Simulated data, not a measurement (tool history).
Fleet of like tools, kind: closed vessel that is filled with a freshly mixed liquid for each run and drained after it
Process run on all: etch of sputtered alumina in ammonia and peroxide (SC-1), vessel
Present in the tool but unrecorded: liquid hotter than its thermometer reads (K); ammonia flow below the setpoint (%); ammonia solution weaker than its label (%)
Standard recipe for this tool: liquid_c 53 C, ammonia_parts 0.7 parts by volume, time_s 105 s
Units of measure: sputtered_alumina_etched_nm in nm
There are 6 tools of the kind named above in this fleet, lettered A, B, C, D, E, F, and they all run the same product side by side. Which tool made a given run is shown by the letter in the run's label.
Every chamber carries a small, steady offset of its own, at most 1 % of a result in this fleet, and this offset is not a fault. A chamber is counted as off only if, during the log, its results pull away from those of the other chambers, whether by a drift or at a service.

run	hour	liquid_c	ammonia_parts	time_s	hours since the thermometer was replaced	hours since the ammonia flow meter was replaced	hours since the drum of ammonia solution was connected	read-back film thickness of the sputtered alumina reference wafer, read on the same gauge (nm)	sputtered_alumina_etched_nm
1C	9.4	53	0.7	105	2907.4	925.9	237.6	120.01	5.634
2E	15.7	53	0.7	105	1084.1	81.4	59.1	120	5.6282
3F	24.2	53	0.7	105	181.8	253.8	329.5	120.02	5.7159
4B	33.8	53	0.7	105	1438.7	1000.9	444	119.96	5.6746
5D	44.2	53	0.7	105	1130.8	348.7	219	120	5.6312
6A	53.8	53	0.7	105	601.3	1490.4	81	119.97	5.6495
7C	63.4	53	0.7	105	2961.4	979.9	291.6	120.01	5.762
8D	74.5	53	0.7	105	1161.1	379	249.3	120	5.6985
9B	81.8	53	0.7	105	1486.7	1048.9	492	119.96	5.6619
10A	93.9	53	0.7	105	641.4	1530.5	121.1	120	5.5786
# hour 98.5: chamber C: thermometer replaced
11E	104.1	53	0.7	105	1172.5	169.8	147.5	120.05	5.6798
12F	113	53	0.7	105	270.6	342.6	418.3	119.99	5.6203
# hour 119.9: chamber B: thermometer replaced
13D	120.4	46	1.05	105	1207	424.9	295.2	119.96	4.0254
14E	128.6	46	1.05	105	1197	194.3	172	120.02	3.9586
15F	138.3	46	1.05	105	295.9	367.9	443.6	120.03	3.9395
16C	150.5	46	1.05	105	52.1	1067	378.7	119.97	3.9711
17B	156.2	46	1.05	105	36.4	1123.3	566.4	120	3.9945
18A	166.3	46	1.05	105	713.8	1602.9	193.5	119.99	3.966
19C	177.3	45.5	0.7	105	78.9	1093.8	405.5	119.98	3.7397
20D	187.9	45.5	0.7	105	1274.5	492.4	362.7	120	3.721
21F	197.5	45.5	0.7	105	355.1	427.1	502.8	120.01	3.7048
22B	206.3	45.5	0.7	105	86.5	1173.4	616.5	120.07	3.7866
23E	216.2	45.5	0.7	105	1284.6	281.9	259.6	119.96	3.7463
24A	227	45.5	0.7	105	774.5	1663.6	254.2	120.01	3.7009
25A	236.7	53	0.7	105	784.2	1673.3	263.9	120.02	5.6655
26C	244.6	53	0.7	105	146.2	1161.1	472.8	119.99	5.7196
27F	252	53	0.7	105	409.6	481.6	557.3	120.02	5.7159
28E	264.6	53	0.7	105	1333	330.3	308	120.02	5.6031
29D	271.3	53	0.7	105	1357.9	575.8	446.1	120.02	5.7638
30B	278.7	53	0.7	105	158.9	1245.8	688.9	119.98	5.6121
31E	290.5	53	0.7	105	1358.9	356.2	333.9	120.01	5.597
32F	299.3	53	0.7	105	456.9	528.9	604.6	119.99	5.6676
# hour 306.7: chamber B: ammonia flow meter replaced
33B	308.4	53	0.7	105	188.6	1.7	718.6	119.97	5.7059
34C	321.2	53	0.7	105	222.8	1237.7	549.4	119.98	5.6329
35A	331.5	53	0.7	105	879	1768.1	358.7	119.96	5.7227
36D	341.4	57.5	0.7	125	1428	645.9	516.2	119.98	8.5844
37B	350.6	57.5	0.7	125	230.8	43.9	760.8	120	8.6459
38E	360.3	57.5	0.7	125	1428.7	426	403.7	119.99	8.4143
39A	370.6	57.5	0.7	125	918.1	1807.2	397.8	120.01	8.4977
40F	381.3	57.5	0.7	125	538.9	610.9	686.6	120	8.5967

Next, every chamber runs the same settings. What will each give?
41A	390.6	53	0.7	105					?
41B	390.6	53	0.7	105					?
41C	390.6	53	0.7	105					?
41D	390.6	53	0.7	105					?
41E	390.6	53	0.7	105					?
41F	390.6	53	0.7	105					?

run	sputtered_alumina_etched_nm
41A	5.7168
41B	5.6397
41C	5.716
41D	5.6693
41E	5.6248
41F	5.5746

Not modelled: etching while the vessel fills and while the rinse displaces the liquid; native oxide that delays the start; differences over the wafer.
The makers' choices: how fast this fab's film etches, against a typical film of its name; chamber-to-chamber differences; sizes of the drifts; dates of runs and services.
